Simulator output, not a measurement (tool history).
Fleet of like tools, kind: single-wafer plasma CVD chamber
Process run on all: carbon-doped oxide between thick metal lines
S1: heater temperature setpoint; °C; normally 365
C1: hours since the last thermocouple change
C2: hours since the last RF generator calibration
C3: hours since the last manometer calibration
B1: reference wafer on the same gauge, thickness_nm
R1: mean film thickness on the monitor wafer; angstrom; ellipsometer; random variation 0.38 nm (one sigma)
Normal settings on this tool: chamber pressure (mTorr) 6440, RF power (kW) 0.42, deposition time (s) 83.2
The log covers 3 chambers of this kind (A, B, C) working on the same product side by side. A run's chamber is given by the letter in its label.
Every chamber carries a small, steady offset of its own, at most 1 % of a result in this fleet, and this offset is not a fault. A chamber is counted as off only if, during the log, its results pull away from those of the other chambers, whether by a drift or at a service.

Run 1B, hour 10.8: usual settings; C1 1719.4; C2 1046.3; C3 930.2; B1 389.99. Result: R1 3743.6 angstrom.
Run 2C, hour 18.5: usual settings; C1 1104.3; C2 1250.5; C3 364.5; B1 389.84. Result: R1 3685.6 angstrom.
Run 3A, hour 28.4: usual settings; C1 286.8; C2 651.6; C3 303.4; B1 389.86. Result: R1 3706.9 angstrom.
Run 4A, hour 38: usual settings; C1 296.4; C2 661.2; C3 313; B1 389.76. Result: R1 3705 angstrom.
Run 5B, hour 44.7: usual settings but S1 371 °C; C1 1753.3; C2 1080.2; C3 964.1; B1 389.75. Result: R1 3692.2 angstrom.
Run 6C, hour 51.6: usual settings but S1 371 °C; C1 1137.4; C2 1283.6; C3 397.6; B1 389.68. Result: R1 3645.8 angstrom.
Run 7A, hour 59.5: usual settings but S1 371 °C; C1 317.9; C2 682.7; C3 334.5; B1 389.63. Result: R1 3669.9 angstrom.
Run 8B, hour 67.1: usual settings; C1 1775.7; C2 1102.6; C3 986.5; B1 389.59. Result: R1 3741.9 angstrom.
Run 9C, hour 73.7: usual settings; C1 1159.5; C2 1305.7; C3 419.7; B1 389.6. Result: R1 3686 angstrom.
Run 10B, hour 87.1: usual settings; C1 1795.7; C2 1122.6; C3 1006.5; B1 389.51. Result: R1 3741.1 angstrom.
Run 11A, hour 98.9: usual settings; C1 357.3; C2 722.1; C3 373.9; B1 389.49. Result: R1 3714.3 angstrom.
Run 12C, hour 107.9: usual settings; C1 1193.7; C2 1339.9; C3 453.9; B1 389.43. Result: R1 3687.5 angstrom.
Run 13B, hour 121.3: usual settings; C1 1829.9; C2 1156.8; C3 1040.7; B1 389.34. Result: R1 3737.9 angstrom.
Run 14C, hour 136.1: usual settings; C1 1221.9; C2 1368.1; C3 482.1; B1 389.27. Result: R1 3688.6 angstrom.
Run 15A, hour 143.5: usual settings; C1 401.9; C2 766.7; C3 418.5; B1 389.25. Result: R1 3707.3 angstrom.
Run 16B, hour 151: usual settings; C1 1859.6; C2 1186.5; C3 1070.4; B1 389.22. Result: R1 3735.4 angstrom.
At hour 155.5: chamber C: RF generator calibrated.
Run 17C, hour 158.9: usual settings; C1 1244.7; C2 3.4; C3 504.9; B1 389.17. Result: R1 3688.1 angstrom.
Run 18A, hour 169: usual settings but RF power (kW) 0.46; C1 427.4; C2 792.2; C3 444; B1 389.21. Result: R1 3954.6 angstrom.
Run 19A, hour 175.9: usual settings but RF power (kW) 0.46; C1 434.3; C2 799.1; C3 450.9; B1 388.96. Result: R1 3958.7 angstrom.
Run 20C, hour 182.5: usual settings but RF power (kW) 0.46; C1 1268.3; C2 27; C3 528.5; B1 389.07. Result: R1 3931.1 angstrom.
Run 21B, hour 189.1: usual settings; C1 1897.7; C2 1224.6; C3 1108.5; B1 388.9. Result: R1 3735.9 angstrom.
Run 22A, hour 196.7: usual settings; C1 455.1; C2 819.9; C3 471.7; B1 388.93. Result: R1 3704.9 angstrom.
Run 23B, hour 204.4: usual settings but RF power (kW) 0.455; C1 1913; C2 1239.9; C3 1123.8; B1 389.02. Result: R1 3964.2 angstrom.
Run 24C, hour 213.4: usual settings but RF power (kW) 0.455; C1 1299.2; C2 57.9; C3 559.4; B1 388.87. Result: R1 3901.3 angstrom.
Run 25B, hour 226.8: usual settings but RF power (kW) 0.455; C1 1935.4; C2 1262.3; C3 1146.2; B1 388.8. Result: R1 3957 angstrom.
Run 26A, hour 237.8: usual settings; C1 496.2; C2 861; C3 512.8; B1 388.71. Result: R1 3704.5 angstrom.
Run 27C, hour 246.1: usual settings; C1 1331.9; C2 90.6; C3 592.1; B1 388.67. Result: R1 3687 angstrom.
Run 28A, hour 257.1: usual settings; C1 515.5; C2 880.3; C3 532.1; B1 388.6. Result: R1 3706.2 angstrom.
Run 29C, hour 269.4: usual settings; C1 1355.2; C2 113.9; C3 615.4; B1 388.59. Result: R1 3679.7 angstrom.
Run 30B, hour 277.1: usual settings; C1 1985.7; C2 1312.6; C3 1196.5; B1 388.51. Result: R1 3728.7 angstrom.
Run 31B, hour 288.6: usual settings but S1 376 °C; C1 1997.2; C2 1324.1; C3 1208; B1 388.36. Result: R1 3646.9 angstrom.
Run 32A, hour 299.5: usual settings but S1 376 °C; C1 557.9; C2 922.7; C3 574.5; B1 388.32. Result: R1 3617.7 angstrom.

Next, every chamber runs the same settings. What will each give?
Run 33A, hour 310.1: usual settings but deposition time (s) 94.4. Result: R1 ?.
Run 33B, hour 310.1: usual settings but deposition time (s) 94.4. Result: R1 ?.
Run 33C, hour 310.1: usual settings but deposition time (s) 94.4. Result: R1 ?.

run      R1
33A  4189.1
33B  4234.4
33C  4169.7

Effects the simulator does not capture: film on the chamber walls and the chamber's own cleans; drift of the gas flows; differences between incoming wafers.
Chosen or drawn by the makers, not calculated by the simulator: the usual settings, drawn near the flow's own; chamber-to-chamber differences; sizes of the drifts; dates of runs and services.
